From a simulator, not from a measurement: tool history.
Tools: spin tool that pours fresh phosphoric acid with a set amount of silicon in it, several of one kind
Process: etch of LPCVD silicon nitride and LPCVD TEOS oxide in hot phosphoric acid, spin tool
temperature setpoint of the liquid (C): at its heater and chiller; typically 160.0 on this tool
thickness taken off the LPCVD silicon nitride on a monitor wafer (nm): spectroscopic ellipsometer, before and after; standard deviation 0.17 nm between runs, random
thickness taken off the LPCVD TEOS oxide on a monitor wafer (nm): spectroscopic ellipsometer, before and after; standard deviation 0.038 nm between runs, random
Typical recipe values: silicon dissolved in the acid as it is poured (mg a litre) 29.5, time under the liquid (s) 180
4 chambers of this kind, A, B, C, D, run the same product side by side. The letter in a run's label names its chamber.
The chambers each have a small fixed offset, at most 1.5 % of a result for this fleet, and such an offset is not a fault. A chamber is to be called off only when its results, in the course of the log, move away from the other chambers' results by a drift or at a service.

run   hour  temperature setpoint of the liquid (C)  silicon dissolved in the acid as it is poured (mg a litre)  time under the liquid (s)  hours since the thermometer was replaced  hours since the dissolved silicon flow meter was replaced  hours since the heated supply line was repaired  read-back film thickness of the LPCVD silicon nitride reference wafer, read on the same gauge (nm)  read-back film thickness of the LPCVD TEOS oxide reference wafer, read on the same gauge (nm)  thickness taken off the LPCVD silicon nitride on a monitor wafer (nm)  thickness taken off the LPCVD TEOS oxide on a monitor wafer (nm)
 1B   10.6                                   160.0                                                        29.5                        180                                    1485.8                                                      427.0                                           2344.0                                                                                             100.000                                                                                         90.001                                                                17.5990                                                           0.35447
 2D   17.5                                   160.0                                                        29.5                        180                                    1243.4                                                      635.3                                            582.4                                                                                              99.973                                                                                         90.073                                                                17.5920                                                           0.33367
      25.5  -- chamber D: dissolved silicon flow meter replaced
 3C   25.7                                   160.0                                                        29.5                        180                                     706.0                                                     1307.8                                           2399.8                                                                                              99.982                                                                                         90.040                                                                17.2810                                                           0.35989
 4A   32.9                                   160.0                                                        29.5                        180                                     601.5                                                       50.4                                           1763.8                                                                                              99.994                                                                                         90.035                                                                17.7010                                                           0.30395
 5B   41.9                                   160.0                                                        29.5                        180                                    1517.1                                                      458.3                                           2375.3                                                                                             100.000                                                                                         90.036                                                                17.5750                                                           0.32717
 6D   52.8                                   157.5                                                        29.5                        230                                    1278.7                                                       27.3                                            617.7                                                                                             100.010                                                                                         89.972                                                                20.7280                                                           0.31655
 7A   61.7                                   157.5                                                        29.5                        230                                     630.3                                                       79.2                                           1792.6                                                                                             100.010                                                                                         89.980                                                                20.7250                                                           0.34621
 8C   72.0                                   157.5                                                        29.5                        230                                     752.3                                                     1354.1                                           2446.1                                                                                              99.984                                                                                         90.058                                                                20.5530                                                           0.35361
 9D   78.4                                   157.5                                                        29.5                        230                                    1304.3                                                       52.9                                            643.3                                                                                             100.010                                                                                         89.987                                                                20.8350                                                           0.32501
      82.7  -- chamber D: thermometer replaced
10B   85.3                                   160.0                                                        29.5                         95                                    1560.5                                                      501.7                                           2418.7                                                                                             100.010                                                                                         89.996                                                                 9.2474                                                           0.21292
11C   94.2                                   160.0                                                        29.5                         95                                     774.5                                                     1376.3                                           2468.3                                                                                             100.010                                                                                         89.958                                                                 9.1650                                                           0.18497
12A  104.5                                   160.0                                                        29.5                         95                                     673.1                                                      122.0                                           1835.4                                                                                             100.020                                                                                         89.974                                                                 9.0518                                                           0.20039
13C  112.1                                   160.0                                                        29.5                         95                                     792.4                                                     1394.2                                           2486.2                                                                                              99.990                                                                                         89.990                                                                 9.1628                                                           0.15963
14D  118.3                                   160.0                                                        29.5                        180                                      35.7                                                       92.8                                            683.2                                                                                             100.010                                                                                         90.018                                                                17.5540                                                           0.33731
15A  124.6                                   160.0                                                        29.5                        180                                     693.2                                                      142.1                                           1855.5                                                                                              99.985                                                                                         90.010                                                                17.5540                                                           0.36478
16B  132.8                                   160.0                                                        29.5                        180                                    1608.0                                                      549.2                                           2466.2                                                                                              99.993                                                                                         89.988                                                                17.6950                                                           0.34405
17B  141.3                                   160.0                                                        29.5                        180                                    1616.5                                                      557.7                                           2474.7                                                                                             100.000                                                                                         90.055                                                                17.6150                                                           0.26949
18C  151.8                                   160.0                                                        29.5                        180                                     832.1                                                     1433.9                                           2525.9                                                                                              99.990                                                                                         89.963                                                                17.2770                                                           0.27005
19D  156.9                                   160.0                                                        29.5                        180                                      74.3                                                      131.4                                            721.8                                                                                              99.993                                                                                         89.927                                                                17.4700                                                           0.35301
20A  168.2                                   160.0                                                        29.5                        180                                     736.8                                                      185.7                                           1899.1                                                                                             100.000                                                                                         90.042                                                                17.4740                                                           0.37210
21A  179.1                                   160.0                                                        29.5                        180                                     747.7                                                      196.6                                           1910.0                                                                                              99.999                                                                                         90.012                                                                17.5960                                                           0.38134
22D  184.0                                   160.0                                                        29.5                        180                                     101.4                                                      158.5                                            748.9                                                                                              99.990                                                                                         90.036                                                                17.6130                                                           0.32079
23B  189.3                                   160.0                                                        29.5                        180                                    1664.5                                                      605.7                                           2522.7                                                                                             100.000                                                                                         90.008                                                                17.5980                                                           0.33937
24C  194.3                                   160.0                                                        29.5                        180                                     874.6                                                     1476.4                                           2568.4                                                                                             100.010                                                                                         89.977                                                                17.6260                                                           0.41872
25C  199.3                                   160.0                                                        29.5                        180                                     879.6                                                     1481.4                                           2573.4                                                                                              99.996                                                                                         89.940                                                                17.1410                                                           0.32485
26B  207.4                                   160.0                                                        29.5                        180                                    1682.6                                                      623.8                                           2540.8                                                                                             100.010                                                                                         89.942                                                                17.5990                                                           0.32299
27D  217.0                                   160.0                                                        29.5                        180                                     134.4                                                      191.5                                            781.9                                                                                             100.010                                                                                         90.000                                                                17.6770                                                           0.36759
28A  226.1                                   160.0                                                        29.5                        180                                     794.7                                                      243.6                                           1957.0                                                                                              99.998                                                                                         89.996                                                                17.7990                                                           0.26441
29A  237.0                                   160.0                                                        29.5                        180                                     805.6                                                      254.5                                           1967.9                                                                                              99.990                                                                                         89.984                                                                17.5590                                                           0.37990
30C  247.7                                   160.0                                                        29.5                        180                                     928.0                                                     1529.8                                           2621.8                                                                                             100.010                                                                                         90.000                                                                17.4890                                                           0.32617
31D  254.0                                   160.0                                                        29.5                        180                                     171.4                                                      228.5                                            818.9                                                                                              99.999                                                                                         89.955                                                                17.6910                                                           0.29601
32B  259.3                                   157.5                                                        15.0                        180                                    1734.5                                                      675.7                                           2592.7                                                                                             100.010                                                                                         89.971                                                                16.3380                                                           0.38280
     266.9  -- chamber C: thermometer replaced
33C  269.1                                   157.5                                                        15.0                        180                                       2.2                                                     1551.2                                           2643.2                                                                                              99.993                                                                                         90.027                                                                16.1800                                                           0.41785
34B  277.8                                   157.5                                                        15.0                        180                                    1753.0                                                      694.2                                           2611.2                                                                                              99.985                                                                                         89.972                                                                16.2850                                                           0.45396

For the next run the whole fleet of 4 chambers uses the same settings. Give each chamber's results:
35A  286.0                                   160.0                                                        29.5                        180                                                                                                                                                                                                                                                                                                                                                                                                                               ?                                                                 ?
35B  286.0                                   160.0                                                        29.5                        180                                                                                                                                                                                                                                                                                                                                                                                                                               ?                                                                 ?
35C  286.0                                   160.0                                                        29.5                        180                                                                                                                                                                                                                                                                                                                                                                                                                               ?                                                                 ?
35D  286.0                                   160.0                                                        29.5                        180                                                                                                                                                                                                                                                                                                                                                                                                                               ?                                                                 ?

run  thickness taken off the LPCVD silicon nitride on a monitor wafer (nm)  thickness taken off the LPCVD TEOS oxide on a monitor wafer (nm)
35A                                                                17.4730                                                           0.37314
35B                                                                17.8590                                                           0.32717
35C                                                                17.3970                                                           0.36091
35D                                                                17.3920                                                           0.31652
